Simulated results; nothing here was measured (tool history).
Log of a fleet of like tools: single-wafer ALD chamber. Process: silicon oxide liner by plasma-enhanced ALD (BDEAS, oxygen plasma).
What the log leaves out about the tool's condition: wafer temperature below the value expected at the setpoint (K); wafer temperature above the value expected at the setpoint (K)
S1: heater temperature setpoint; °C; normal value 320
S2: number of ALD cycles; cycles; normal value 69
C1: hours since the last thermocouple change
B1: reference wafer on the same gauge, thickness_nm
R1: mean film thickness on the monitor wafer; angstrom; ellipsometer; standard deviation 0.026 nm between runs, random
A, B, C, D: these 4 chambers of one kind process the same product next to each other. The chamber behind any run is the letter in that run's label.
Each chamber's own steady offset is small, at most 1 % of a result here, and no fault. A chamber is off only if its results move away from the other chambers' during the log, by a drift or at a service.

run,hour,S1,S2,C1,B1,R1
1D,14.4,320,69,1069.7,5.0773,61.964
2B,22,320,69,1099.4,5.0798,62.2
3C,35.3,320,69,1530.8,5.0833,62.25
4A,47,320,69,1661.5,5.0798,62.272
5A,57.7,320,69,1672.2,5.0776,62.159
6C,71.6,320,69,1567.1,5.0774,62.773
7D,79.3,320,69,1134.6,5.0787,62.206
8B,93.8,320,69,1171.2,5.0805,62.358
9C,106.1,320,69,1601.6,5.0784,62.796
10B,113.3,320,69,1190.7,5.0866,62.696
11A,127.4,320,69,1741.9,5.0836,62.146
12D,137.2,320,69,1192.5,5.0771,61.631
13C,143.7,320,69,1639.2,5.0788,62.491
14D,151.7,320,69,1207,5.0817,62.274
15A,163.1,320,69,1777.6,5.0815,62.754
# hour 175.6: chamber D: thermocouple changed; heater temperature recalibrated
16B,176.4,320,69,1253.8,5.0832,62.451
17B,190.8,320,69,1268.2,5.0841,62.542
18A,198.3,320,69,1812.8,5.08,62.47
19C,206.2,320,69,1701.7,5.083,63.009
20D,217.5,320,69,41.9,5.0812,61.814
21D,225.9,331,69,50.3,5.0829,61.368
22C,235.3,331,69,1730.8,5.0814,61.517
23B,244.5,331,69,1321.9,5.0777,61.835
24A,251.1,331,69,1865.6,5.0868,61.633
25D,261.5,320,69,85.9,5.0845,62.273
26B,272.2,320,69,1349.6,5.0852,62.546
27C,281.8,320,69,1777.3,5.0833,63.108
28A,291.8,320,69,1906.3,5.0878,62.344

The same settings go to every chamber for the next run, one line per chamber below. Forecast the results for each:
29A,302.2,320,69,,,?
29B,302.2,320,69,,,?
29C,302.2,320,69,,,?
29D,302.2,320,69,,,?

run,R1
29A,62.737
29B,63.074
29C,62.471
29D,62.668
